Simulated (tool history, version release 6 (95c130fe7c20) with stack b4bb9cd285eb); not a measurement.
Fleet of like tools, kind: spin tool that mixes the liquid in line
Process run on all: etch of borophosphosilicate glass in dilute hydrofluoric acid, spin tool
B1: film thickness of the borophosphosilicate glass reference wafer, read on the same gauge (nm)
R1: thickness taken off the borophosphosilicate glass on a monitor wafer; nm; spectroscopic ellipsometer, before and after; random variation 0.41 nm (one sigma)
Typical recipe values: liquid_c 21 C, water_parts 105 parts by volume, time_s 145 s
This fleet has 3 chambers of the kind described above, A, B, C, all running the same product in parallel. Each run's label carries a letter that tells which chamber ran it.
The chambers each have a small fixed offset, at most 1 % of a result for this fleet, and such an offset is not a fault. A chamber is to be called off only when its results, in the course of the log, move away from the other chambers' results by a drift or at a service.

run 1C hour=12.7 | liquid_c=21 water_parts=105 time_s=145 | B1=99.982 | R1=41.454
run 2B hour=23 | liquid_c=21 water_parts=105 time_s=145 | B1=100.01 | R1=41.774
run 3A hour=31 | liquid_c=21 water_parts=105 time_s=145 | B1=99.995 | R1=41.701
run 4C hour=36.8 | liquid_c=21 water_parts=105 time_s=145 | B1=100.04 | R1=42.128
run 5B hour=43.3 | liquid_c=25 water_parts=105 time_s=145 | B1=100.01 | R1=49.588
run 6A hour=52.6 | liquid_c=25 water_parts=105 time_s=145 | B1=99.995 | R1=48.811
run 7A hour=65.2 | liquid_c=25 water_parts=105 time_s=145 | B1=100.01 | R1=48.654
run 8B hour=76 | liquid_c=21 water_parts=105 time_s=145 | B1=99.997 | R1=41.287
run 9C hour=85.6 | liquid_c=21 water_parts=105 time_s=145 | B1=99.989 | R1=41.095
run 10C hour=91.2 | liquid_c=21 water_parts=105 time_s=145 | B1=99.98 | R1=41.934
run 11B hour=99.2 | liquid_c=21 water_parts=105 time_s=145 | B1=99.992 | R1=42.026
-- hour=106.2 chamber A: hydrofluoric acid flow meter replaced
run 12A hour=107.3 | liquid_c=21 water_parts=120 time_s=145 | B1=100.01 | R1=36.087
run 13A hour=118.4 | liquid_c=21 water_parts=120 time_s=145 | B1=100.01 | R1=35.876
run 14B hour=128.2 | liquid_c=21 water_parts=120 time_s=145 | B1=99.992 | R1=35.883
run 15C hour=136.5 | liquid_c=21 water_parts=105 time_s=145 | B1=99.988 | R1=41.471
run 16C hour=143.8 | liquid_c=21 water_parts=105 time_s=145 | B1=100.01 | R1=39.959
run 17B hour=152.5 | liquid_c=25 water_parts=105 time_s=145 | B1=99.983 | R1=48.622
run 18A hour=161.9 | liquid_c=25 water_parts=105 time_s=145 | B1=99.992 | R1=50.124
run 19B hour=170.2 | liquid_c=25 water_parts=105 time_s=145 | B1=100.02 | R1=48.111
run 20A hour=180.5 | liquid_c=21 water_parts=105 time_s=145 | B1=99.991 | R1=42.016
run 21C hour=191.2 | liquid_c=21 water_parts=105 time_s=145 | B1=100.02 | R1=40.358
run 22C hour=202.5 | liquid_c=21 water_parts=105 time_s=145 | B1=99.995 | R1=39.995
run 23B hour=208.8 | liquid_c=21 water_parts=105 time_s=145 | B1=100.01 | R1=41.586
run 24A hour=221.6 | liquid_c=21 water_parts=105 time_s=145 | B1=99.995 | R1=42.126
run 25A hour=229.9 | liquid_c=21 water_parts=105 time_s=145 | B1=99.994 | R1=40.88
run 26C hour=239.3 | liquid_c=21 water_parts=105 time_s=145 | B1=99.995 | R1=40.038
run 27B hour=248.8 | liquid_c=21 water_parts=105 time_s=145 | B1=100.01 | R1=42.329
run 28A hour=256.7 | liquid_c=21 water_parts=105 time_s=145 | B1=100.02 | R1=41.171
run 29B hour=265.4 | liquid_c=21 water_parts=105 time_s=145 | B1=100.01 | R1=41.759
run 30C hour=274.3 | liquid_c=21 water_parts=105 time_s=145 | B1=100.02 | R1=40.086
run 31A hour=283.2 | liquid_c=21 water_parts=105 time_s=145 | B1=99.982 | R1=42.109
run 32C hour=289.1 | liquid_c=21 water_parts=105 time_s=145 | B1=100.02 | R1=39.017
run 33B hour=295.5 | liquid_c=21 water_parts=105 time_s=145 | B1=100 | R1=42.215
run 34B hour=308.1 | liquid_c=21 water_parts=105 time_s=145 | B1=99.958 | R1=41.542
run 35C hour=317.2 | liquid_c=21 water_parts=105 time_s=145 | B1=100.01 | R1=38.5
run 36A hour=326.6 | liquid_c=18.5 water_parts=105 time_s=145 | B1=100.01 | R1=38.002
run 37C hour=334.8 | liquid_c=18.5 water_parts=105 time_s=145 | B1=99.967 | R1=34.987
run 38B hour=341.5 | liquid_c=18.5 water_parts=105 time_s=145 | B1=99.994 | R1=38.264

Next, every chamber runs the same settings. What will each give?
run 39A hour=350.7 | liquid_c=21 water_parts=105 time_s=225 | R1=?
run 39B hour=350.7 | liquid_c=21 water_parts=105 time_s=225 | R1=?
run 39C hour=350.7 | liquid_c=21 water_parts=105 time_s=225 | R1=?

run=39A R1=65.038
run=39B R1=65.28
run=39C R1=59.233

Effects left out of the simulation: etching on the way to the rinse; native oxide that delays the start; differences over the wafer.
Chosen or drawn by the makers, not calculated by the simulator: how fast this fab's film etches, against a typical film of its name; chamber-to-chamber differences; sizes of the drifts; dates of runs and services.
